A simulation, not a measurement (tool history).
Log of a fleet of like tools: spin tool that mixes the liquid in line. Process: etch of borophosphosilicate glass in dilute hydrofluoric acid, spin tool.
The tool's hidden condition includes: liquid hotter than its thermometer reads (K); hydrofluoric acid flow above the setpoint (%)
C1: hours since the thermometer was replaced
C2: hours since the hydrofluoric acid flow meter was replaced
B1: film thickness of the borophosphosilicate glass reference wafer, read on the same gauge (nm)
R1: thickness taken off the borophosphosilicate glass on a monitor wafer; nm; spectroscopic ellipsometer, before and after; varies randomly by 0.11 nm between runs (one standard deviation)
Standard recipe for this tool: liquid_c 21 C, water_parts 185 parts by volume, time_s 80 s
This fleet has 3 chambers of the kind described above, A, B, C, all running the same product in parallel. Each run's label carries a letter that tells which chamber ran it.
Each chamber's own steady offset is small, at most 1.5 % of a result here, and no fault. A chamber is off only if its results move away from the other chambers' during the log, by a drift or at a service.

run 1C day=0.383 | liquid_c=21 water_parts=185 time_s=80 | C1=599.1 C2=904.5 | B1=100.02 | R1=16.743
-- day=0.421 chamber A: thermometer replaced
run 2B day=0.633 | liquid_c=21 water_parts=185 time_s=80 | C1=2558.7 C2=348.2 | B1=100.02 | R1=16.563
run 3A day=0.933 | liquid_c=21 water_parts=185 time_s=80 | C1=12.4 C2=925.9 | B1=99.974 | R1=16.778
run 4A day=1.375 | liquid_c=21 water_parts=185 time_s=80 | C1=23 C2=936.5 | B1=100.02 | R1=16.79
run 5B day=1.708 | liquid_c=21 water_parts=185 time_s=80 | C1=2584.5 C2=374 | B1=100.01 | R1=16.558
run 6C day=2.017 | liquid_c=21 water_parts=185 time_s=80 | C1=638.3 C2=943.7 | B1=99.981 | R1=16.896
run 7B day=2.471 | liquid_c=21 water_parts=185 time_s=80 | C1=2602.8 C2=392.3 | B1=99.958 | R1=16.558
run 8A day=2.946 | liquid_c=19.5 water_parts=185 time_s=80 | C1=60.7 C2=974.2 | B1=100 | R1=15.796
run 9C day=3.408 | liquid_c=19.5 water_parts=185 time_s=80 | C1=671.7 C2=977.1 | B1=99.981 | R1=15.802
-- day=3.629 chamber B: thermometer replaced
run 10A day=3.904 | liquid_c=19.5 water_parts=185 time_s=80 | C1=83.7 C2=997.2 | B1=100.02 | R1=16.079
run 11B day=4.283 | liquid_c=21 water_parts=185 time_s=80 | C1=15.8 C2=435.8 | B1=100.01 | R1=16.458
run 12C day=4.75 | liquid_c=21 water_parts=185 time_s=80 | C1=703.9 C2=1009.3 | B1=100.01 | R1=16.709
run 13C day=5.029 | liquid_c=18 water_parts=185 time_s=35 | C1=710.6 C2=1016 | B1=100 | R1=6.5671
run 14B day=5.462 | liquid_c=18 water_parts=185 time_s=35 | C1=44.1 C2=464.1 | B1=100.01 | R1=6.4599
run 15A day=5.696 | liquid_c=18 water_parts=185 time_s=35 | C1=126.7 C2=1040.2 | B1=99.972 | R1=6.6432
run 16A day=5.975 | liquid_c=21 water_parts=185 time_s=80 | C1=133.4 C2=1046.9 | B1=100.01 | R1=16.797
run 17C day=6.45 | liquid_c=21 water_parts=185 time_s=40 | C1=744.7 C2=1050.1 | B1=100.01 | R1=8.4212
run 18B day=6.783 | liquid_c=21 water_parts=185 time_s=40 | C1=75.8 C2=495.8 | B1=100.02 | R1=8.2643
-- day=6.817 chamber C: thermometer replaced
run 19C day=7.129 | liquid_c=21 water_parts=185 time_s=40 | C1=7.6 C2=1066.4 | B1=100.02 | R1=8.3789
run 20B day=7.525 | liquid_c=21 water_parts=185 time_s=80 | C1=93.6 C2=513.6 | B1=99.987 | R1=16.483
run 21A day=7.771 | liquid_c=21 water_parts=105 time_s=60 | C1=176.5 C2=1090 | B1=99.983 | R1=24.663
run 22B day=8.129 | liquid_c=21 water_parts=105 time_s=60 | C1=108.1 C2=528.1 | B1=99.985 | R1=23.896
run 23C day=8.483 | liquid_c=21 water_parts=105 time_s=60 | C1=40.1 C2=1098.9 | B1=99.99 | R1=24.62
run 24A day=8.85 | liquid_c=21 water_parts=185 time_s=80 | C1=202.4 C2=1115.9 | B1=100.01 | R1=17.007
run 25B day=9.171 | liquid_c=17 water_parts=185 time_s=80 | C1=133.1 C2=553.1 | B1=99.985 | R1=14.186
run 26A day=9.562 | liquid_c=17 water_parts=185 time_s=80 | C1=219.5 C2=1133 | B1=99.984 | R1=14.434
run 27C day=9.933 | liquid_c=17 water_parts=185 time_s=80 | C1=74.9 C2=1133.7 | B1=100 | R1=14.55
run 28C day=10.317 | liquid_c=21 water_parts=255 time_s=80 | C1=84.1 C2=1142.9 | B1=99.995 | R1=11.706
run 29A day=10.642 | liquid_c=21 water_parts=255 time_s=80 | C1=245.4 C2=1158.9 | B1=99.986 | R1=11.513
run 30B day=11.108 | liquid_c=21 water_parts=255 time_s=80 | C1=179.6 C2=599.6 | B1=99.98 | R1=11.171
run 31C day=11.375 | liquid_c=23.5 water_parts=125 time_s=80 | C1=109.5 C2=1168.3 | B1=99.996 | R1=30.798
run 32B day=11.625 | liquid_c=23.5 water_parts=125 time_s=80 | C1=192 C2=612 | B1=100 | R1=28.862
run 33A day=11.975 | liquid_c=23.5 water_parts=125 time_s=80 | C1=277.4 C2=1190.9 | B1=99.995 | R1=29.371
run 34B day=12.35 | liquid_c=21 water_parts=185 time_s=80 | C1=209.4 C2=629.4 | B1=99.99 | R1=16.589
run 35C day=12.85 | liquid_c=21 water_parts=185 time_s=80 | C1=144.9 C2=1203.7 | B1=100 | R1=17.689
run 36A day=13.129 | liquid_c=21 water_parts=185 time_s=80 | C1=305.1 C2=1218.6 | B1=100.01 | R1=16.998
run 37A day=13.525 | liquid_c=21 water_parts=120 time_s=80 | C1=314.6 C2=1228.1 | B1=100.02 | R1=28.131
run 38C day=13.775 | liquid_c=21 water_parts=120 time_s=80 | C1=167.1 C2=1225.9 | B1=100.01 | R1=29.295
run 39B day=14.042 | liquid_c=21 water_parts=120 time_s=80 | C1=250 C2=670 | B1=100.01 | R1=27.238
run 40B day=14.5 | liquid_c=21 water_parts=185 time_s=80 | C1=261 C2=681 | B1=100 | R1=16.776
run 41C day=14.792 | liquid_c=21 water_parts=185 time_s=80 | C1=191.5 C2=1250.3 | B1=100.03 | R1=18.289
run 42A day=15.183 | liquid_c=21 water_parts=185 time_s=80 | C1=354.4 C2=1267.9 | B1=99.99 | R1=17.052
run 43C day=15.521 | liquid_c=17.5 water_parts=185 time_s=80 | C1=209 C2=1267.8 | B1=100.01 | R1=15.939
run 44A day=15.754 | liquid_c=17.5 water_parts=185 time_s=80 | C1=368.1 C2=1281.6 | B1=99.979 | R1=14.76

Predict what each chamber gives when all 3 of them run the settings below next.
run 45A day=16.125 | liquid_c=21 water_parts=185 time_s=80 | R1=?
run 45B day=16.125 | liquid_c=21 water_parts=185 time_s=80 | R1=?
run 45C day=16.125 | liquid_c=21 water_parts=185 time_s=80 | R1=?

run=45A R1=16.807
run=45B R1=16.605
run=45C R1=18.181
